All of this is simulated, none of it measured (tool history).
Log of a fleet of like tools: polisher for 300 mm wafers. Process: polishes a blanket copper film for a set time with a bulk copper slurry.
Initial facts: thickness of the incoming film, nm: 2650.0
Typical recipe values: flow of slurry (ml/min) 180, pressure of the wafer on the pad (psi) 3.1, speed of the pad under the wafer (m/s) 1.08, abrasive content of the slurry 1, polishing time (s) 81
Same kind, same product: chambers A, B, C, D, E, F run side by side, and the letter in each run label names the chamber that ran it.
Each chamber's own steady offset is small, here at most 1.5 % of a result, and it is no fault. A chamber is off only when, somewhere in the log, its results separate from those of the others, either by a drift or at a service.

run   hour  flow of slurry (ml/min)  pressure of the wafer on the pad (psi)  speed of the pad under the wafer (m/s)  abrasive content of the slurry  polishing time (s)  film removed (nm)
       0.1  -- chamber B: slurry blender recalibrated
 1A    8.7                      180                                     3.1                                    1.08                               1                  81              740.6
 2F   17.7                      180                                     3.1                                    1.08                               1                  81             743.37
        23  -- chamber D: worn pad replaced by a new one
      24.6  -- chamber D: slurry blender recalibrated
 3E   25.7                      180                                     3.1                                    1.08                               1                  81             737.85
 4D   38.3                      180                                     3.1                                    1.08                               1                  81             732.45
      39.7  -- chamber A: worn pad replaced by a new one
 5B     46                      180                                     3.1                                    1.08                               1                  81             740.37
        51  -- chamber F: worn pad replaced by a new one
      51.4  -- chamber C: worn pad replaced by a new one
 6C   59.3                      205                                     3.1                                    1.08                               1                  81             747.09
      64.9  -- chamber B: worn pad replaced by a new one
 7A   69.5                      205                                     3.1                                    1.08                               1                  81              745.7
        71  -- chamber E: worn pad replaced by a new one
 8B   77.1                      205                                     3.1                                    1.08                               1                  81             748.87
 9C   84.8                      205                                     3.1                                    1.08                               1                  81             743.85
10E   92.2                      205                                     3.1                                    1.08                               1                  81             737.24
      96.6  -- chamber D: worn pad replaced by a new one
11F  100.9                      205                                     3.1                                    1.08                               1                  81             745.19
     106.6  -- chamber B: slurry blender recalibrated
12D    111                      180                                     3.1                                    1.08                               1                  81             735.69
     121.3  -- chamber A: head pressure recalibrated
     121.5  -- chamber F: worn pad replaced by a new one
13D  123.2                      180                                     3.1                                    1.08                               1                  81             730.65
     130.1  -- chamber E: slurry blender recalibrated
14C  132.5                      180                                     3.1                                    1.08                               1                  60             550.25
     135.3  -- chamber C: slurry nozzle cleaned
     137.9  -- chamber A: worn pad replaced by a new one
15F  143.8                      180                                     3.1                                    1.08                               1                  60             546.09
     149.9  -- chamber E: worn pad replaced by a new one
16B  151.7                      180                                     3.1                                    1.08                               1                  60             550.15
     157.6  -- chamber A: slurry blender recalibrated
     164.7  -- chamber C: head pressure recalibrated
17E  165.7                      180                                     3.1                                    1.08                               1                  60             537.45
     166.8  -- chamber D: worn pad replaced by a new one
     168.2  -- chamber B: worn pad replaced by a new one
     175.9  -- chamber C: worn pad replaced by a new one
18A  180.2                      180                                     3.1                                    1.08                               1                  60             546.78
       186  -- chamber A: slurry nozzle cleaned
19B  191.4                      180                                     3.1                                    1.08                               1                  60             548.02
     199.6  -- chamber F: worn pad replaced by a new one
20C    201                      180                                     3.1                                    1.08                               1                  81             738.56
21D  212.2                      180                                     3.1                                    1.08                               1                  81             711.48
     218.2  -- chamber B: slurry blender recalibrated
22F  223.9                      180                                     3.1                                    1.08                               1                  81              736.9
23A  231.4                      180                                     3.1                                    1.08                               1                  81             729.64
     232.4  -- chamber E: worn pad replaced by a new one
24E  243.2                      180                                     3.1                                    1.08                               1                  81             739.64
     245.9  -- chamber A: worn pad replaced by a new one
     247.7  -- chamber D: worn pad replaced by a new one
25E  253.3                      180                                     3.1                                    1.08                               1                  81             741.63
     265.9  -- chamber B: worn pad replaced by a new one
26A  266.2                      180                                     3.1                                    1.08                               1                  81             744.73
     267.7  -- chamber C: slurry blender recalibrated
     272.6  -- chamber E: slurry blender recalibrated
27D  275.8                      180                                     3.1                                    1.08                               1                  81             710.43
     285.3  -- chamber F: worn pad replaced by a new one
28B    288                      180                                     3.1                                    0.76                               1                  81             515.95
     293.8  -- chamber D: slurry blender recalibrated
29F  301.6                      180                                     3.1                                    0.76                               1                  81             516.25
     306.8  -- chamber E: worn pad replaced by a new one
     308.8  -- chamber C: worn pad replaced by a new one
30C  313.7                      180                                     3.1                                    0.76                               1                  81             523.25
     320.4  -- chamber D: worn pad replaced by a new one
31C  324.1                      180                                     3.1                                    0.76                               1                  81             513.37
32F    333                      180                                     3.1                                    0.76                               1                  81             510.47
     338.5  -- chamber B: slurry blender recalibrated
33B  346.3                      180                                     3.1                                    0.76                               1                  81             520.77
34A  353.3                      180                                     3.1                                    1.08                               1                  81             732.04
35E  362.8                      180                                     3.1                                    1.08                               1                  81             734.18
36D  370.3                      180                                     3.1                                    1.08                               1                  81             684.39
37D  377.8                      180                                     3.1                                    1.08                               1                  81             675.29

Each of the 6 chambers runs these same settings next. Fill in every chamber's results:
38A  388.2                      160                                     3.1                                    1.08                               1                  81                  ?
38B  388.2                      160                                     3.1                                    1.08                               1                  81                  ?
38C  388.2                      160                                     3.1                                    1.08                               1                  81                  ?
38D  388.2                      160                                     3.1                                    1.08                               1                  81                  ?
38E  388.2                      160                                     3.1                                    1.08                               1                  81                  ?
38F  388.2                      160                                     3.1                                    1.08                               1                  81                  ?

run  film removed (nm)
38A             714.55
38B             721.44
38C              727.8
38D             665.69
38E             725.78
38F             719.93
